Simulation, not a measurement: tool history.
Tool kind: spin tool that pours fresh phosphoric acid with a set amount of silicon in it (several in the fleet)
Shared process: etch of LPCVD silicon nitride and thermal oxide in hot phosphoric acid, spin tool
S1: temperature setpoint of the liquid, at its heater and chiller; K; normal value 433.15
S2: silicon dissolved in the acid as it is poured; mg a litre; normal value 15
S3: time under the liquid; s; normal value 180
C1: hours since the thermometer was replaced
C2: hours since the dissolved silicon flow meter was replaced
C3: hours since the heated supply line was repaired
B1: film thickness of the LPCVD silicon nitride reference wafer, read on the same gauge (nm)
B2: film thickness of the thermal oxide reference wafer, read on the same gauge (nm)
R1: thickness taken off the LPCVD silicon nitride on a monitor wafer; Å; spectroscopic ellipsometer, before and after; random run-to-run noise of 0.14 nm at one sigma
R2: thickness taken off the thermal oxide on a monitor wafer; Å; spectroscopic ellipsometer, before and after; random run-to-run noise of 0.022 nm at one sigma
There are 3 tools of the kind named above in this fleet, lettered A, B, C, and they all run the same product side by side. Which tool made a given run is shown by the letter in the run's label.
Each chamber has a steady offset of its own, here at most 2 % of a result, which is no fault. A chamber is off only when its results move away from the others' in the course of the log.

{"run": "1A", "hour": 3.7, "S1": 433.15, "S2": 15, "S3": 180, "C1": 1023, "C2": 662.9, "C3": 246.2, "B1": 59.977, "B2": 120.01, "R1": 145.2, "R2": 3.9352}
{"run": "2C", "hour": 7.9, "S1": 433.15, "S2": 15, "S3": 180, "C1": 1494.9, "C2": 296.5, "C3": 317, "B1": 59.979, "B2": 120, "R1": 147.54, "R2": 3.6981}
{"run": "3B", "hour": 12.3, "S1": 433.15, "S2": 15, "S3": 180, "C1": 706.7, "C2": 545.1, "C3": 2469.1, "B1": 60.02, "B2": 119.99, "R1": 143.32, "R2": 3.7517}
{"run": "4A", "hour": 20.6, "S1": 433.15, "S2": 15, "S3": 180, "C1": 1039.9, "C2": 679.8, "C3": 263.1, "B1": 59.995, "B2": 119.98, "R1": 145.75, "R2": 3.9548}
{"run": "5B", "hour": 27.0, "S1": 433.15, "S2": 15, "S3": 180, "C1": 721.4, "C2": 559.8, "C3": 2483.8, "B1": 59.992, "B2": 120.01, "R1": 142.67, "R2": 3.8123}
{"run": "6C", "hour": 34.4, "S1": 435.65, "S2": 15, "S3": 135, "C1": 1521.4, "C2": 323, "C3": 343.5, "B1": 60.031, "B2": 119.97, "R1": 117.98, "R2": 3.3321}
{"run": "7A", "hour": 38.5, "S1": 435.65, "S2": 15, "S3": 135, "C1": 1057.8, "C2": 697.7, "C3": 281, "B1": 59.993, "B2": 120, "R1": 119.18, "R2": 3.6686}
{"run": "8B", "hour": 44.6, "S1": 435.65, "S2": 15, "S3": 135, "C1": 739, "C2": 577.4, "C3": 2501.4, "B1": 59.982, "B2": 119.99, "R1": 118.67, "R2": 3.2948}
{"run": "9C", "hour": 52.8, "S1": 433.15, "S2": 15, "S3": 180, "C1": 1539.8, "C2": 341.4, "C3": 361.9, "B1": 60.035, "B2": 119.95, "R1": 147.71, "R2": 3.8319}
{"run": "10C", "hour": 59.9, "S1": 433.15, "S2": 15, "S3": 180, "C1": 1546.9, "C2": 348.5, "C3": 369, "B1": 59.98, "B2": 120, "R1": 145.36, "R2": 3.2382}
{"run": "11A", "hour": 65.8, "S1": 433.15, "S2": 15, "S3": 180, "C1": 1085.1, "C2": 725, "C3": 308.3, "B1": 59.996, "B2": 119.98, "R1": 148.85, "R2": 3.747}
{"run": "12B", "hour": 73.5, "S1": 433.15, "S2": 15, "S3": 180, "C1": 767.9, "C2": 606.3, "C3": 2530.3, "B1": 59.999, "B2": 120.02, "R1": 145.16, "R2": 3.9759}
{"hour": 80.2, "done": "chamber A: dissolved silicon flow meter replaced"}
{"run": "13C", "hour": 81.7, "S1": 433.15, "S2": 15, "S3": 180, "C1": 1568.7, "C2": 370.3, "C3": 390.8, "B1": 59.994, "B2": 119.98, "R1": 145, "R2": 3.8982}
{"run": "14A", "hour": 86.4, "S1": 433.15, "S2": 15, "S3": 180, "C1": 1105.7, "C2": 6.2, "C3": 328.9, "B1": 60.033, "B2": 119.96, "R1": 142.89, "R2": 4.1797}
{"run": "15B", "hour": 91.9, "S1": 433.15, "S2": 15, "S3": 180, "C1": 786.3, "C2": 624.7, "C3": 2548.7, "B1": 60.001, "B2": 120, "R1": 146.02, "R2": 3.9555}
{"run": "16B", "hour": 96.2, "S1": 433.15, "S2": 15, "S3": 180, "C1": 790.6, "C2": 629, "C3": 2553, "B1": 59.975, "B2": 119.99, "R1": 144.73, "R2": 3.7957}
{"run": "17A", "hour": 103.5, "S1": 433.15, "S2": 15, "S3": 180, "C1": 1122.8, "C2": 23.3, "C3": 346, "B1": 60.016, "B2": 119.98, "R1": 142.92, "R2": 3.6833}
{"run": "18C", "hour": 111.9, "S1": 433.15, "S2": 15, "S3": 180, "C1": 1598.9, "C2": 400.5, "C3": 421, "B1": 60.03, "B2": 119.99, "R1": 147.95, "R2": 4.1598}
{"run": "19B", "hour": 115.9, "S1": 433.15, "S2": 15, "S3": 180, "C1": 810.3, "C2": 648.7, "C3": 2572.7, "B1": 59.995, "B2": 120, "R1": 145.89, "R2": 3.8675}
{"run": "20C", "hour": 123.7, "S1": 433.15, "S2": 15, "S3": 180, "C1": 1610.7, "C2": 412.3, "C3": 432.8, "B1": 59.988, "B2": 119.95, "R1": 143.82, "R2": 3.8733}
{"run": "21A", "hour": 130.6, "S1": 433.15, "S2": 15, "S3": 180, "C1": 1149.9, "C2": 50.4, "C3": 373.1, "B1": 60.034, "B2": 119.99, "R1": 142.84, "R2": 3.2416}
{"run": "22C", "hour": 137.7, "S1": 433.15, "S2": 15, "S3": 180, "C1": 1624.7, "C2": 426.3, "C3": 446.8, "B1": 60.016, "B2": 119.97, "R1": 145.71, "R2": 3.5498}
{"run": "23A", "hour": 144.2, "S1": 433.15, "S2": 15, "S3": 180, "C1": 1163.5, "C2": 64, "C3": 386.7, "B1": 60.015, "B2": 120, "R1": 138.71, "R2": 3.2087}
{"run": "24B", "hour": 150.8, "S1": 433.15, "S2": 15, "S3": 180, "C1": 845.2, "C2": 683.6, "C3": 2607.6, "B1": 59.985, "B2": 119.97, "R1": 145.39, "R2": 3.4696}
{"run": "25A", "hour": 157.5, "S1": 433.15, "S2": 15, "S3": 180, "C1": 1176.8, "C2": 77.3, "C3": 400, "B1": 59.973, "B2": 119.98, "R1": 140.35, "R2": 3.3805}
{"run": "26C", "hour": 164.5, "S1": 433.15, "S2": 15, "S3": 180, "C1": 1651.5, "C2": 453.1, "C3": 473.6, "B1": 59.994, "B2": 120.03, "R1": 148.89, "R2": 4.0824}
{"run": "27B", "hour": 168.3, "S1": 433.15, "S2": 15, "S3": 180, "C1": 862.7, "C2": 701.1, "C3": 2625.1, "B1": 59.982, "B2": 119.99, "R1": 140.84, "R2": 3.8386}
{"run": "28C", "hour": 175.4, "S1": 433.15, "S2": 15, "S3": 180, "C1": 1662.4, "C2": 464, "C3": 484.5, "B1": 60.036, "B2": 120, "R1": 146.37, "R2": 3.6009}
{"run": "29A", "hour": 183.0, "S1": 433.15, "S2": 15, "S3": 180, "C1": 1202.3, "C2": 102.8, "C3": 425.5, "B1": 60.011, "B2": 119.99, "R1": 135.68, "R2": 3.2759}
{"hour": 183.6, "done": "chamber C: thermometer replaced"}
{"run": "30B", "hour": 188.8, "S1": 433.15, "S2": 15, "S3": 180, "C1": 883.2, "C2": 721.6, "C3": 2645.6, "B1": 59.969, "B2": 120.02, "R1": 142.88, "R2": 4.002}
{"run": "31A", "hour": 192.8, "S1": 433.15, "S2": 15, "S3": 180, "C1": 1212.1, "C2": 112.6, "C3": 435.3, "B1": 59.975, "B2": 120, "R1": 137.39, "R2": 3.2263}
{"run": "32C", "hour": 196.7, "S1": 430.15, "S2": 22.5, "S3": 180, "C1": 13.1, "C2": 485.3, "C3": 505.8, "B1": 59.968, "B2": 119.98, "R1": 133.84, "R2": 2.478}
{"run": "33B", "hour": 204.3, "S1": 430.15, "S2": 22.5, "S3": 180, "C1": 898.7, "C2": 737.1, "C3": 2661.1, "B1": 60.024, "B2": 119.96, "R1": 130.62, "R2": 2.5312}
{"run": "34B", "hour": 208.5, "S1": 430.15, "S2": 22.5, "S3": 180, "C1": 902.9, "C2": 741.3, "C3": 2665.3, "B1": 60.011, "B2": 119.96, "R1": 130.44, "R2": 2.3724}
{"run": "35A", "hour": 215.5, "S1": 433.15, "S2": 15, "S3": 180, "C1": 1234.8, "C2": 135.3, "C3": 458, "B1": 60.035, "B2": 119.98, "R1": 135.6, "R2": 2.9483}
{"run": "36C", "hour": 222.0, "S1": 433.15, "S2": 15, "S3": 180, "C1": 38.4, "C2": 510.6, "C3": 531.1, "B1": 59.976, "B2": 119.96, "R1": 145.39, "R2": 3.6727}

All chambers now run identical settings, listed one chamber a line with results as question marks. What results will each chamber show?
{"run": "37A", "hour": 228.1, "S1": 433.15, "S2": 15, "S3": 180, "R1": "?", "R2": "?"}
{"run": "37B", "hour": 228.1, "S1": 433.15, "S2": 15, "S3": 180, "R1": "?", "R2": "?"}
{"run": "37C", "hour": 228.1, "S1": 433.15, "S2": 15, "S3": 180, "R1": "?", "R2": "?"}

run=37A R1=135.93 R2=3.0474
run=37B R1=146.31 R2=4.1379
run=37C R1=146.25 R2=3.2595

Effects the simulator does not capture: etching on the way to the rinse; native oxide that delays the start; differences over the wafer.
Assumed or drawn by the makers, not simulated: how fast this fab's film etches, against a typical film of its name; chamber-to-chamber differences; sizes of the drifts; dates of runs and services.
